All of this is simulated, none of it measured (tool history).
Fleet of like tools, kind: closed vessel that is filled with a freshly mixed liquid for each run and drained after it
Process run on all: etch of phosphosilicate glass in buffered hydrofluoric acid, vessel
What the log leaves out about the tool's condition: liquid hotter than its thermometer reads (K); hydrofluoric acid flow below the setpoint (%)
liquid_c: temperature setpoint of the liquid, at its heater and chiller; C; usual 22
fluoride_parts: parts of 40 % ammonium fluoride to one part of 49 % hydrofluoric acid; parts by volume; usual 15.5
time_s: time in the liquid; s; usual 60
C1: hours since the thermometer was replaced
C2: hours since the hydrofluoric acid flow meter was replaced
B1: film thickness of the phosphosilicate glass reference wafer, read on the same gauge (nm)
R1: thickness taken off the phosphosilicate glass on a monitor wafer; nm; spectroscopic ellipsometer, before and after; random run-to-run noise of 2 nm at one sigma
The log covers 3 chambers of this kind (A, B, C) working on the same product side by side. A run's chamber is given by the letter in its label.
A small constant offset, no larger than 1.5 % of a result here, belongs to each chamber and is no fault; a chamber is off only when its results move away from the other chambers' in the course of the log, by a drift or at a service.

{"run": "1A", "day": 0.4, "liquid_c": 22, "fluoride_parts": 15.5, "time_s": 60, "C1": 1151.1, "C2": 54.7, "B1": 30.006, "R1": 220.91}
{"run": "2C", "day": 0.742, "liquid_c": 22, "fluoride_parts": 15.5, "time_s": 60, "C1": 629.8, "C2": 155.1, "B1": 30.011, "R1": 218.31}
{"run": "3B", "day": 1.071, "liquid_c": 22, "fluoride_parts": 15.5, "time_s": 60, "C1": 332.8, "C2": 1211.5, "B1": 30, "R1": 215.25}
{"run": "4C", "day": 1.675, "liquid_c": 22, "fluoride_parts": 15.5, "time_s": 60, "C1": 652.2, "C2": 177.5, "B1": 29.999, "R1": 221.12}
{"run": "5A", "day": 2.125, "liquid_c": 22, "fluoride_parts": 15.5, "time_s": 90, "C1": 1192.5, "C2": 96.1, "B1": 29.996, "R1": 330.04}
{"run": "6B", "day": 2.717, "liquid_c": 22, "fluoride_parts": 15.5, "time_s": 90, "C1": 372.3, "C2": 1251, "B1": 30.004, "R1": 322.22}
{"run": "7B", "day": 3.067, "liquid_c": 22, "fluoride_parts": 15.5, "time_s": 90, "C1": 380.7, "C2": 1259.4, "B1": 30.013, "R1": 326.82}
{"run": "8C", "day": 3.696, "liquid_c": 22, "fluoride_parts": 15.5, "time_s": 60, "C1": 700.7, "C2": 226, "B1": 30.006, "R1": 218.37}
{"run": "9A", "day": 4.292, "liquid_c": 22, "fluoride_parts": 15.5, "time_s": 60, "C1": 1244.5, "C2": 148.1, "B1": 30.014, "R1": 217.75}
{"run": "10A", "day": 4.638, "liquid_c": 22, "fluoride_parts": 17.5, "time_s": 75, "C1": 1252.8, "C2": 156.4, "B1": 29.995, "R1": 243.43}
{"day": 4.712, "done": "chamber C: thermometer replaced"}
{"run": "11C", "day": 5.267, "liquid_c": 22, "fluoride_parts": 17.5, "time_s": 75, "C1": 13.4, "C2": 263.7, "B1": 30.011, "R1": 239.71}
{"run": "12B", "day": 5.838, "liquid_c": 22, "fluoride_parts": 17.5, "time_s": 75, "C1": 447.2, "C2": 1325.9, "B1": 29.988, "R1": 242.79}
{"run": "13C", "day": 6.425, "liquid_c": 22, "fluoride_parts": 15.5, "time_s": 60, "C1": 41.2, "C2": 291.5, "B1": 29.981, "R1": 217.59}
{"run": "14B", "day": 6.838, "liquid_c": 22, "fluoride_parts": 19.5, "time_s": 75, "C1": 471.2, "C2": 1349.9, "B1": 30.015, "R1": 216.09}
{"run": "15A", "day": 7.354, "liquid_c": 22, "fluoride_parts": 19.5, "time_s": 75, "C1": 1318, "C2": 221.6, "B1": 30.008, "R1": 218.22}
{"run": "16C", "day": 7.912, "liquid_c": 22, "fluoride_parts": 19.5, "time_s": 75, "C1": 76.9, "C2": 327.2, "B1": 29.978, "R1": 214.21}
{"run": "17B", "day": 8.3, "liquid_c": 22, "fluoride_parts": 15.5, "time_s": 60, "C1": 506.3, "C2": 1385, "B1": 29.998, "R1": 213.38}
{"run": "18A", "day": 8.738, "liquid_c": 20, "fluoride_parts": 10, "time_s": 60, "C1": 1351.2, "C2": 254.8, "B1": 29.98, "R1": 295.5}
{"run": "19C", "day": 9.05, "liquid_c": 20, "fluoride_parts": 10, "time_s": 60, "C1": 104.2, "C2": 354.5, "B1": 29.998, "R1": 293.97}
{"run": "20A", "day": 9.404, "liquid_c": 20, "fluoride_parts": 10, "time_s": 60, "C1": 1367.2, "C2": 270.8, "B1": 29.993, "R1": 300.12}
{"run": "21B", "day": 10.042, "liquid_c": 22, "fluoride_parts": 15.5, "time_s": 60, "C1": 548.1, "C2": 1426.8, "B1": 30.014, "R1": 217.05}
{"run": "22B", "day": 10.638, "liquid_c": 25.5, "fluoride_parts": 10, "time_s": 60, "C1": 562.4, "C2": 1441.1, "B1": 29.993, "R1": 398.75}
{"run": "23C", "day": 11.025, "liquid_c": 25.5, "fluoride_parts": 10, "time_s": 60, "C1": 151.6, "C2": 401.9, "B1": 29.987, "R1": 400.16}
{"run": "24A", "day": 11.625, "liquid_c": 25.5, "fluoride_parts": 10, "time_s": 60, "C1": 1420.5, "C2": 324.1, "B1": 29.999, "R1": 402.49}
{"run": "25B", "day": 11.979, "liquid_c": 22, "fluoride_parts": 15.5, "time_s": 60, "C1": 594.6, "C2": 1473.3, "B1": 30.011, "R1": 217.33}
{"run": "26C", "day": 12.425, "liquid_c": 18, "fluoride_parts": 18.5, "time_s": 60, "C1": 185.2, "C2": 435.5, "B1": 29.996, "R1": 145.4}
{"run": "27A", "day": 13.075, "liquid_c": 18, "fluoride_parts": 18.5, "time_s": 60, "C1": 1455.3, "C2": 358.9, "B1": 29.996, "R1": 145.38}
{"run": "28A", "day": 13.392, "liquid_c": 18, "fluoride_parts": 18.5, "time_s": 60, "C1": 1462.9, "C2": 366.5, "B1": 29.993, "R1": 145.6}
{"run": "29C", "day": 13.704, "liquid_c": 22, "fluoride_parts": 15.5, "time_s": 60, "C1": 215.9, "C2": 466.2, "B1": 30.007, "R1": 215.76}
{"run": "30B", "day": 14.083, "liquid_c": 22, "fluoride_parts": 17.5, "time_s": 60, "C1": 645.1, "C2": 1523.8, "B1": 29.995, "R1": 191.64}
{"run": "31C", "day": 14.721, "liquid_c": 22, "fluoride_parts": 17.5, "time_s": 60, "C1": 240.3, "C2": 490.6, "B1": 30.01, "R1": 194.66}
{"run": "32B", "day": 15.271, "liquid_c": 22, "fluoride_parts": 17.5, "time_s": 60, "C1": 673.6, "C2": 1552.3, "B1": 30.001, "R1": 189}

Has any chamber moved away from the others, gradually or after a service, or does the common gauge drift, or do the chambers differ only by their own small steady offsets? State the chamber and the most likely cause if one applies.

No chamber is off and the gauge is stable; the differences are just each chamber's small, constant offset.
